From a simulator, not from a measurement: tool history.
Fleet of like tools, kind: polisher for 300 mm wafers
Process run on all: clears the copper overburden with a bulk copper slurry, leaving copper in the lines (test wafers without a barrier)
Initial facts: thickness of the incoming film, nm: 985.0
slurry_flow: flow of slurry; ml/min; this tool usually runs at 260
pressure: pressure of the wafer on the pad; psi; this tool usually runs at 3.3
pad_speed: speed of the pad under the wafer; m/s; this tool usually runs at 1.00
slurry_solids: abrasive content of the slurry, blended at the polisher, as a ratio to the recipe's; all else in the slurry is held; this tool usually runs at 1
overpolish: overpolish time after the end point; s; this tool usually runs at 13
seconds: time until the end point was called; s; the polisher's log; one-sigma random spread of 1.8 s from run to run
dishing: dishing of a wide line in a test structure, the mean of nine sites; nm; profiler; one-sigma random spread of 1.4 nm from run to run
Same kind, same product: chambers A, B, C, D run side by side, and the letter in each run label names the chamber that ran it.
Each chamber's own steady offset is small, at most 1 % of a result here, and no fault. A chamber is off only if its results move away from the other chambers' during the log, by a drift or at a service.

run   hour  slurry_flow  pressure  pad_speed  slurry_solids  overpolish  seconds  dishing
 1B    3.8          260       3.3       1.00              1          13  109.320   71.131
 2A    9.2          260       3.3       1.00              1          13  109.410   70.790
      10.6  -- chamber A: worn pad replaced by a new one
 3C   13.9          260       3.3       1.00              1          13  107.580   73.835
      15.0  -- chamber C: slurry blender recalibrated
 4D   18.7          260       3.3       1.00              1          13  112.650   71.312
      20.2  -- chamber D: slurry blender recalibrated
 5A   21.7          260       3.3       1.00              1          13  106.420   72.518
      24.2  -- chamber D: worn pad replaced by a new one
 6C   24.5          260       3.3       1.00              1          13  108.110   69.137
      26.1  -- chamber A: slurry blender recalibrated
 7D   27.6          260       3.3       1.00              1          13  109.470   73.804
 8B   30.2          260       2.4       1.18              1          13  128.630   62.018
 9A   34.4          260       2.4       1.18              1          13  127.150   61.592
10C   37.3          260       2.4       1.18              1          13  126.420   64.350
11D   40.1          260       2.4       1.18              1          13  131.750   61.459
12B   43.8          260       3.3       1.00              1          13  107.980   72.168
13C   47.6          260       3.3       1.00              1          13  112.780   72.855
14B   50.6          260       3.3       1.00              1          13  109.740   68.801
15A   53.3          260       3.3       1.00              1          13  109.050   75.934
      56.7  -- chamber B: slurry blender recalibrated
16D   56.7          260       3.3       1.14              1          13   99.124   77.718
17D   62.1          260       3.3       1.14              1          13   97.839   75.508
18A   65.3          260       3.3       1.14              1          13   95.056   80.609
19B   70.2          260       3.3       1.14              1          13   97.443   81.150
      73.5  -- chamber C: worn pad replaced by a new one
20C   73.7          260       3.3       1.00              1          13  106.850   71.722
21C   76.8          260       3.3       1.00              1          13  108.690   71.060
22D   79.5          260       3.3       1.00              1          13  118.870   67.923
23B   82.0          260       3.3       1.00              1          13  107.350   74.566
24A   85.0          260       3.3       1.00              1          13  110.040   71.755
25D   90.1          260       3.3       1.00              1          13  124.310   67.367
      91.4  -- chamber A: head pressure recalibrated
26B   95.2          260       3.3       1.00              1          13  107.990   73.414
27A   99.9          260       3.3       1.00              1          13  108.200   71.004
28C  104.6          260       3.3       1.00              1           9  105.870   55.167
29D  107.8          260       3.3       1.00              1           9  122.620   49.481
30B  110.2          260       3.3       1.00              1           9  108.700   52.969
31A  114.0          260       3.3       1.00              1           9  107.020   55.135
32C  117.3          260       3.3       1.00              1          13  107.980   72.546

For the next run the whole fleet of 4 chambers uses the same settings. Give each chamber's results:
33A  121.2          260       3.3       1.00              1          13        ?        ?
33B  121.2          260       3.3       1.00              1          13        ?        ?
33C  121.2          260       3.3       1.00              1          13        ?        ?
33D  121.2          260       3.3       1.00              1          13        ?        ?

run  seconds  dishing
33A  104.090   75.235
33B  107.750   74.970
33C  108.720   70.617
33D  123.440   62.507

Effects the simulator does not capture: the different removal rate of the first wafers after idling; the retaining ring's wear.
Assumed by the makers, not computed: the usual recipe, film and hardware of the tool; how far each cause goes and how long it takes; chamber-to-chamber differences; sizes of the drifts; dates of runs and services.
